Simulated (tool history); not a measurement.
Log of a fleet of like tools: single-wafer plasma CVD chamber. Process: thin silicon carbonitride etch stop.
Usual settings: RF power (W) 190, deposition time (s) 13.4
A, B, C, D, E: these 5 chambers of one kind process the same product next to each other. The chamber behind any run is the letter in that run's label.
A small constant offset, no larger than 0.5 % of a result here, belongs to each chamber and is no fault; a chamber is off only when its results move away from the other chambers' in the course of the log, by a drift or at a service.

run,hour,RF power (W),deposition time (s),"read-back reference wafer on the same gauge, thickness_nm",mean film thickness on the monitor wafer (nm)
1C,4.2,190,13.4,8.4918,7.4758
2B,9.4,190,13.4,8.4849,7.5668
3E,14.2,190,13.4,8.4858,7.4962
4A,18.5,190,13.4,8.4924,7.4916
5D,21.3,190,13.4,8.4937,7.5286
6E,24.5,190,13.4,8.4942,7.4916
7D,29.7,190,13.4,8.4922,7.5128
8C,32.9,190,13.4,8.4903,7.4825
9B,35.8,190,13.4,8.4876,7.5095
10A,40.5,190,13.4,8.4868,7.4678
11D,43,190,13.4,8.4885,7.5408
12A,48.3,190,13.4,8.4862,7.4859
13B,52,190,13.4,8.4863,7.5261
14C,55.8,190,13.4,8.4888,7.4766
15E,58.3,190,13.4,8.4902,7.4778
16E,60.9,190,13.4,8.4915,7.4575
17B,65.9,190,13.4,8.4926,7.5272
18D,71.1,190,13.4,8.4921,7.5872
19C,73.9,190,13.4,8.4876,7.4936
20A,76.3,165,10.8,8.4878,5.8053
21E,79.8,165,10.8,8.4895,5.7688
22A,82.1,165,10.8,8.4824,5.7881
23C,87.4,165,10.8,8.4912,5.8027
24D,92.6,165,10.8,8.4927,5.8542
25B,95.5,215,12.4,8.4898,7.2258
26C,99.2,215,12.4,8.4867,7.1627
27B,101.7,215,12.4,8.4901,7.2733
28D,104,215,12.4,8.4896,7.2487
29E,107.7,215,12.4,8.4956,7.1463
30A,110.3,220,15.8,8.4877,9.2112
31C,113.7,220,15.8,8.489,9.258
32B,118.6,220,15.8,8.4894,9.2791
33D,123.1,220,15.8,8.4887,9.2848
34E,126.4,220,15.8,8.4906,9.1626
35A,130.4,190,13.4,8.4911,7.4957
36E,135.4,190,13.4,8.4887,7.3963
37A,138.3,190,13.4,8.4943,7.516
38D,141.4,190,13.4,8.4907,7.5159
39B,145.3,190,13.4,8.4909,7.4933

The same settings go to every chamber for the next run, one line per chamber below. Forecast the results for each:
40A,149.1,190,13.4,,?
40B,149.1,190,13.4,,?
40C,149.1,190,13.4,,?
40D,149.1,190,13.4,,?
40E,149.1,190,13.4,,?

run,mean film thickness on the monitor wafer (nm)
40A,7.4856
40B,7.5047
40C,7.4837
40D,7.5552
40E,7.3939

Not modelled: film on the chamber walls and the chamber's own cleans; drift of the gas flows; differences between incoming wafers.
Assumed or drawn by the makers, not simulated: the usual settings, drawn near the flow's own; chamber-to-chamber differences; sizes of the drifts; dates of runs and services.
